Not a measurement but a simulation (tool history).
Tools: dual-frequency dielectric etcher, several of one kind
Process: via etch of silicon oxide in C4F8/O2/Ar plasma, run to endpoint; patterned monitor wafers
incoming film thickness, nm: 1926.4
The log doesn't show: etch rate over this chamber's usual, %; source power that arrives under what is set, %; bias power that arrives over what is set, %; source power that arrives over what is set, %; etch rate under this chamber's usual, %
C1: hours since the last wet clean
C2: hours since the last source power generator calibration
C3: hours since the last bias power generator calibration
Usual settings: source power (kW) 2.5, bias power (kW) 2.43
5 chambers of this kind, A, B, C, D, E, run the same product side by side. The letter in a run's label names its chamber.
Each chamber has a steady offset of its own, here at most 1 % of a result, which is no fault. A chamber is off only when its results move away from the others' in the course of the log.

run 1C hour=4.8 | source_power_(kW)=2.5 bias_power_(kW)=2.43 | C1=372.8 C2=347.2 C3=407 | endpoint_time_(s)=325.77
run 2B hour=8.4 | source_power_(kW)=2.5 bias_power_(kW)=2.43 | C1=63.8 C2=3623.9 C3=2826.1 | endpoint_time_(s)=325.8
run 3D hour=12.6 | source_power_(kW)=2.5 bias_power_(kW)=2.43 | C1=297.8 C2=2843.8 C3=1096.2 | endpoint_time_(s)=328.01
run 4E hour=15.2 | source_power_(kW)=2.5 bias_power_(kW)=2.43 | C1=102.4 C2=3895.3 C3=228.4 | endpoint_time_(s)=333.86
run 5A hour=17.6 | source_power_(kW)=3.06 bias_power_(kW)=2.43 | C1=352.6 C2=348.9 C3=1910.9 | endpoint_time_(s)=301.6
run 6D hour=19.9 | source_power_(kW)=3.06 bias_power_(kW)=2.43 | C1=305.1 C2=2851.1 C3=1103.5 | endpoint_time_(s)=301.53
run 7B hour=23.1 | source_power_(kW)=3.06 bias_power_(kW)=2.43 | C1=78.5 C2=3638.6 C3=2840.8 | endpoint_time_(s)=304.25
run 8E hour=26.6 | source_power_(kW)=3.06 bias_power_(kW)=2.43 | C1=113.8 C2=3906.7 C3=239.8 | endpoint_time_(s)=306.23
run 9A hour=31.3 | source_power_(kW)=3.06 bias_power_(kW)=2.43 | C1=366.3 C2=362.6 C3=1924.6 | endpoint_time_(s)=300.31
run 10C hour=35 | source_power_(kW)=2.5 bias_power_(kW)=2.855 | C1=403 C2=377.4 C3=437.2 | endpoint_time_(s)=310.85
run 11D hour=39 | source_power_(kW)=2.5 bias_power_(kW)=2.855 | C1=324.2 C2=2870.2 C3=1122.6 | endpoint_time_(s)=310.64
run 12B hour=41.4 | source_power_(kW)=2.5 bias_power_(kW)=2.855 | C1=96.8 C2=3656.9 C3=2859.1 | endpoint_time_(s)=313.78
run 13E hour=46.5 | source_power_(kW)=2.5 bias_power_(kW)=2.855 | C1=133.7 C2=3926.6 C3=259.7 | endpoint_time_(s)=316.66
run 14A hour=49.7 | source_power_(kW)=2.5 bias_power_(kW)=2.855 | C1=384.7 C2=381 C3=1943 | endpoint_time_(s)=310.41
run 15C hour=54.1 | source_power_(kW)=2.5 bias_power_(kW)=2.43 | C1=422.1 C2=396.5 C3=456.3 | endpoint_time_(s)=328.16
run 16B hour=59.2 | source_power_(kW)=2.5 bias_power_(kW)=2.43 | C1=114.6 C2=3674.7 C3=2876.9 | endpoint_time_(s)=327.52
run 17A hour=63 | source_power_(kW)=2.5 bias_power_(kW)=2.43 | C1=398 C2=394.3 C3=1956.3 | endpoint_time_(s)=327.19
run 18C hour=66 | source_power_(kW)=2.5 bias_power_(kW)=2.43 | C1=434 C2=408.4 C3=468.2 | endpoint_time_(s)=326.7
run 19E hour=70.5 | source_power_(kW)=2.5 bias_power_(kW)=2.43 | C1=157.7 C2=3950.6 C3=283.7 | endpoint_time_(s)=332.01
run 20D hour=75.4 | source_power_(kW)=2.5 bias_power_(kW)=2.43 | C1=360.6 C2=2906.6 C3=1159 | endpoint_time_(s)=327.16
run 21E hour=77.8 | source_power_(kW)=2.5 bias_power_(kW)=2.891 | C1=165 C2=3957.9 C3=291 | endpoint_time_(s)=315.31
run 22A hour=82.6 | source_power_(kW)=2.5 bias_power_(kW)=2.891 | C1=417.6 C2=413.9 C3=1975.9 | endpoint_time_(s)=310.09
run 23B hour=87.1 | source_power_(kW)=2.5 bias_power_(kW)=2.891 | C1=142.5 C2=3702.6 C3=2904.8 | endpoint_time_(s)=309.68
-- hour=88.1 chamber C: wet clean of the chamber
run 24D hour=91.8 | source_power_(kW)=2.5 bias_power_(kW)=2.891 | C1=377 C2=2923 C3=1175.4 | endpoint_time_(s)=308.86
run 25C hour=95 | source_power_(kW)=2.5 bias_power_(kW)=2.891 | C1=6.9 C2=437.4 C3=497.2 | endpoint_time_(s)=300.37
run 26D hour=99.5 | source_power_(kW)=2.5 bias_power_(kW)=2.43 | C1=384.7 C2=2930.7 C3=1183.1 | endpoint_time_(s)=327.6
run 27E hour=103.2 | source_power_(kW)=2.5 bias_power_(kW)=2.43 | C1=190.4 C2=3983.3 C3=316.4 | endpoint_time_(s)=332.62
run 28B hour=107.3 | source_power_(kW)=2.5 bias_power_(kW)=2.43 | C1=162.7 C2=3722.8 C3=2925 | endpoint_time_(s)=328.39
run 29C hour=111.2 | source_power_(kW)=3 bias_power_(kW)=2.632 | C1=23.1 C2=453.6 C3=513.4 | endpoint_time_(s)=286
run 30A hour=114.7 | source_power_(kW)=3 bias_power_(kW)=2.632 | C1=449.7 C2=446 C3=2008 | endpoint_time_(s)=299.11
run 31D hour=118.5 | source_power_(kW)=3 bias_power_(kW)=2.632 | C1=403.7 C2=2949.7 C3=1202.1 | endpoint_time_(s)=296.74
run 32E hour=121.8 | source_power_(kW)=3 bias_power_(kW)=2.632 | C1=209 C2=4001.9 C3=335 | endpoint_time_(s)=302.05
run 33C hour=126 | source_power_(kW)=3 bias_power_(kW)=2.632 | C1=37.9 C2=468.4 C3=528.2 | endpoint_time_(s)=286.17
run 34A hour=128.2 | source_power_(kW)=2.5 bias_power_(kW)=2.43 | C1=463.2 C2=459.5 C3=2021.5 | endpoint_time_(s)=328.41
run 35B hour=131 | source_power_(kW)=2.5 bias_power_(kW)=2.43 | C1=186.4 C2=3746.5 C3=2948.7 | endpoint_time_(s)=327.58
run 36E hour=134.9 | source_power_(kW)=2.5 bias_power_(kW)=2.43 | C1=222.1 C2=4015 C3=348.1 | endpoint_time_(s)=331.76
run 37B hour=137.9 | source_power_(kW)=2.5 bias_power_(kW)=2.43 | C1=193.3 C2=3753.4 C3=2955.6 | endpoint_time_(s)=326.17
run 38D hour=140.7 | source_power_(kW)=2.5 bias_power_(kW)=2.43 | C1=425.9 C2=2971.9 C3=1224.3 | endpoint_time_(s)=329.33
run 39C hour=145.5 | source_power_(kW)=2.16 bias_power_(kW)=2.671 | C1=57.4 C2=487.9 C3=547.7 | endpoint_time_(s)=324.51

All 5 chambers run these settings next. Forecast each chamber's results:
run 40A hour=149.2 | source_power_(kW)=2.97 bias_power_(kW)=2.43 | endpoint_time_(s)=?
run 40B hour=149.2 | source_power_(kW)=2.97 bias_power_(kW)=2.43 | endpoint_time_(s)=?
run 40C hour=149.2 | source_power_(kW)=2.97 bias_power_(kW)=2.43 | endpoint_time_(s)=?
run 40D hour=149.2 | source_power_(kW)=2.97 bias_power_(kW)=2.43 | endpoint_time_(s)=?
run 40E hour=149.2 | source_power_(kW)=2.97 bias_power_(kW)=2.43 | endpoint_time_(s)=?

run=40A endpoint_time_(s)=302.38
run=40B endpoint_time_(s)=305.55
run=40C endpoint_time_(s)=294.35
run=40D endpoint_time_(s)=304.18
run=40E endpoint_time_(s)=308

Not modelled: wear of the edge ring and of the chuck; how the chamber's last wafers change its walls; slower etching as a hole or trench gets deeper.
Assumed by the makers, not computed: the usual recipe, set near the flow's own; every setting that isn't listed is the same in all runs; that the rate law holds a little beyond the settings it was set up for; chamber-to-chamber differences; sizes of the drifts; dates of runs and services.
